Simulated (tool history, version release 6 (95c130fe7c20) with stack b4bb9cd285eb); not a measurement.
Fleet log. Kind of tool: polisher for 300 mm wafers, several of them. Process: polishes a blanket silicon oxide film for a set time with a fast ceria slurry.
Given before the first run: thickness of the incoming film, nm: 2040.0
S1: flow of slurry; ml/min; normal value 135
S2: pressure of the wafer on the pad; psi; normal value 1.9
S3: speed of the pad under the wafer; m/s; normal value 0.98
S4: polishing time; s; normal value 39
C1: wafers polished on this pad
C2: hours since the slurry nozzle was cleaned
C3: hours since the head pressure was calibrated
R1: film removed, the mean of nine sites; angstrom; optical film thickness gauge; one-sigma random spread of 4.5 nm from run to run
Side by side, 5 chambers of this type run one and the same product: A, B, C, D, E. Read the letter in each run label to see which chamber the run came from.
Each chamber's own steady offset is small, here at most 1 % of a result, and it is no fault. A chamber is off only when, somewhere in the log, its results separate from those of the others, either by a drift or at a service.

At day 0.158: chamber E: worn pad replaced by a new one.
Run 1C, day 0.533: usual settings; C1 901; C2 345.1; C3 171.6. Result: R1 4284.2 angstrom.
Run 2D, day 0.821: usual settings; C1 581; C2 128.0; C3 1406.2. Result: R1 4344.7 angstrom.
Run 3E, day 1.179: usual settings; C1 355; C2 549.7; C3 84.1. Result: R1 4349.1 angstrom.
At day 1.279: chamber A: worn pad replaced by a new one.
At day 1.362: chamber C: worn pad replaced by a new one.
At day 1.467: chamber C: slurry nozzle cleaned.
Run 4B, day 1.525: usual settings; C1 1367; C2 526.2; C3 382.8. Result: R1 4224.0 angstrom.
At day 2.038: chamber B: worn pad replaced by a new one.
Run 5A, day 2.162: usual settings; C1 307; C2 232.4; C3 188.3. Result: R1 4277.9 angstrom.
At day 2.179: chamber D: head pressure recalibrated.
At day 2.725: chamber D: worn pad replaced by a new one.
Run 6E, day 2.808: usual settings; C1 921; C2 588.8; C3 123.2. Result: R1 4264.0 angstrom.
Run 7A, day 3.158: usual settings; C1 653; C2 256.3; C3 212.2. Result: R1 4310.9 angstrom.
Run 8B, day 3.688: usual settings; C1 573; C2 578.1; C3 434.7. Result: R1 4283.7 angstrom.
Run 9C, day 3.975: usual settings; C1 908; C2 60.3; C3 254.2. Result: R1 4266.9 angstrom.
At day 3.988: chamber E: worn pad replaced by a new one.
Run 10D, day 4.496: usual settings; C1 615; C2 216.2; C3 55.6. Result: R1 4240.2 angstrom.
At day 4.933: chamber C: worn pad replaced by a new one.
Run 11A, day 4.971: usual settings; C1 1283; C2 299.8; C3 255.7. Result: R1 4250.0 angstrom.
At day 5.033: chamber B: slurry nozzle cleaned.
Run 12C, day 5.567: usual settings; C1 220; C2 98.5; C3 292.4. Result: R1 4254.1 angstrom.
Run 13B, day 6.029: usual settings; C1 1387; C2 23.9; C3 490.9. Result: R1 4328.5 angstrom.
At day 6.038: chamber A: worn pad replaced by a new one.
At day 6.242: chamber B: worn pad replaced by a new one.
Run 14E, day 6.483: usual settings but S3 1.24 m/s, S4 47 s; C1 867; C2 677.0; C3 211.4. Result: R1 6677.0 angstrom.
At day 6.542: chamber D: worn pad replaced by a new one.
Run 15D, day 6.796: usual settings but S3 1.24 m/s, S4 47 s; C1 88; C2 271.4; C3 110.8. Result: R1 6552.3 angstrom.
Run 16B, day 7.200: usual settings but S3 1.24 m/s, S4 47 s; C1 333; C2 52.0; C3 519.0. Result: R1 6540.9 angstrom.
At day 7.542: chamber E: worn pad replaced by a new one.
Run 17E, day 7.817: usual settings but S3 1.24 m/s, S4 47 s; C1 96; C2 709.0; C3 243.4. Result: R1 6566.9 angstrom.
Run 18A, day 8.417: usual settings but S3 1.24 m/s, S4 47 s; C1 828; C2 382.5; C3 338.4. Result: R1 6506.9 angstrom.
At day 8.450: chamber C: worn pad replaced by a new one.
Run 19D, day 8.783: usual settings; C1 779; C2 319.1; C3 158.5. Result: R1 4276.0 angstrom.
Run 20C, day 9.338: usual settings; C1 308; C2 189.0; C3 382.9. Result: R1 4236.6 angstrom.
At day 9.662: chamber A: worn pad replaced by a new one.
Run 21E, day 9.746: usual settings but S2 2.3 psi, S4 29 s; C1 766; C2 755.3; C3 289.7. Result: R1 3850.9 angstrom.
Run 22C, day 10.108: usual settings but S2 2.3 psi, S4 29 s; C1 576; C2 207.5; C3 401.4. Result: R1 3904.2 angstrom.
At day 10.296: chamber D: worn pad replaced by a new one.
At day 10.467: chamber B: worn pad replaced by a new one.
Run 23D, day 10.725: usual settings but S2 2.3 psi, S4 29 s; C1 150; C2 365.7; C3 205.1. Result: R1 3901.4 angstrom.
Run 24A, day 11.254: usual settings but S2 2.3 psi, S4 29 s; C1 553; C2 450.6; C3 406.5. Result: R1 3806.6 angstrom.
At day 11.312: chamber E: head pressure recalibrated.
Run 25B, day 11.750: usual settings but S2 2.3 psi, S4 29 s; C1 447; C2 161.2; C3 628.2. Result: R1 3867.5 angstrom.
At day 11.758: chamber E: worn pad replaced by a new one.
At day 12.083: chamber C: worn pad replaced by a new one.
Run 26E, day 12.171: usual settings; C1 143; C2 813.5; C3 20.7. Result: R1 4332.0 angstrom.
Run 27A, day 12.679: usual settings; C1 1048; C2 484.8; C3 440.7. Result: R1 4161.1 angstrom.
At day 12.779: chamber A: head pressure recalibrated.
At day 13.233: chamber A: worn pad replaced by a new one.
Run 28C, day 13.300: usual settings; C1 422; C2 284.1; C3 478.0. Result: R1 4286.1 angstrom.
Run 29D, day 13.667: usual settings but S3 0.88 m/s; C1 1172; C2 436.3; C3 275.7. Result: R1 3817.1 angstrom.
At day 13.900: chamber D: worn pad replaced by a new one.
Run 30B, day 14.046: usual settings but S3 0.88 m/s; C1 1245; C2 216.3; C3 683.3. Result: R1 3826.1 angstrom.
Run 31E, day 14.696: usual settings but S3 0.88 m/s; C1 1021; C2 874.1; C3 81.3. Result: R1 3857.8 angstrom.
At day 14.808: chamber B: worn pad replaced by a new one.
At day 14.854: chamber C: slurry nozzle cleaned.
Run 32A, day 15.183: usual settings but S3 0.88 m/s; C1 678; C2 544.9; C3 57.7. Result: R1 3737.8 angstrom.
At day 15.258: chamber E: worn pad replaced by a new one.
At day 15.325: chamber E: slurry nozzle cleaned.
Run 33C, day 15.646: usual settings but S3 0.88 m/s; C1 1238; C2 19.0; C3 534.3. Result: R1 3850.4 angstrom.
Run 34D, day 16.279: usual settings but S1 120 ml/min, S2 1.6 psi; C1 827; C2 499.0; C3 338.4. Result: R1 3492.3 angstrom.
At day 16.496: chamber C: worn pad replaced by a new one.
Run 35B, day 16.904: usual settings but S1 120 ml/min, S2 1.6 psi; C1 729; C2 284.9; C3 751.9. Result: R1 3492.1 angstrom.
Run 36D, day 17.371: usual settings but S1 120 ml/min, S2 1.6 psi; C1 1206; C2 525.2; C3 364.6. Result: R1 3560.7 angstrom.
At day 17.808: chamber A: worn pad replaced by a new one.
Run 37B, day 17.867: usual settings but S1 120 ml/min, S2 1.6 psi; C1 1064; C2 308.0; C3 775.0. Result: R1 3555.9 angstrom.
Run 38E, day 18.475: usual settings but S1 120 ml/min, S2 1.6 psi; C1 1118; C2 75.6; C3 172.0. Result: R1 3537.0 angstrom.
Run 39A, day 18.888: usual settings; C1 376; C2 633.8; C3 146.6. Result: R1 3940.5 angstrom.
Run 40C, day 19.333: usual settings; C1 987; C2 107.5; C3 622.8. Result: R1 4246.8 angstrom.
At day 19.600: chamber E: worn pad replaced by a new one.
Run 41E, day 19.925: usual settings; C1 114; C2 110.4; C3 206.8. Result: R1 4270.0 angstrom.

The same settings go to every chamber for the next run, one line per chamber below. Forecast the results for each:
Run 42A, day 20.392: usual settings. Result: R1 ?.
Run 42B, day 20.392: usual settings. Result: R1 ?.
Run 42C, day 20.392: usual settings. Result: R1 ?.
Run 42D, day 20.392: usual settings. Result: R1 ?.
Run 42E, day 20.392: usual settings. Result: R1 ?.

run      R1
42A  3935.0
42B  4278.3
42C  4282.2
42D  4248.7
42E  4254.3

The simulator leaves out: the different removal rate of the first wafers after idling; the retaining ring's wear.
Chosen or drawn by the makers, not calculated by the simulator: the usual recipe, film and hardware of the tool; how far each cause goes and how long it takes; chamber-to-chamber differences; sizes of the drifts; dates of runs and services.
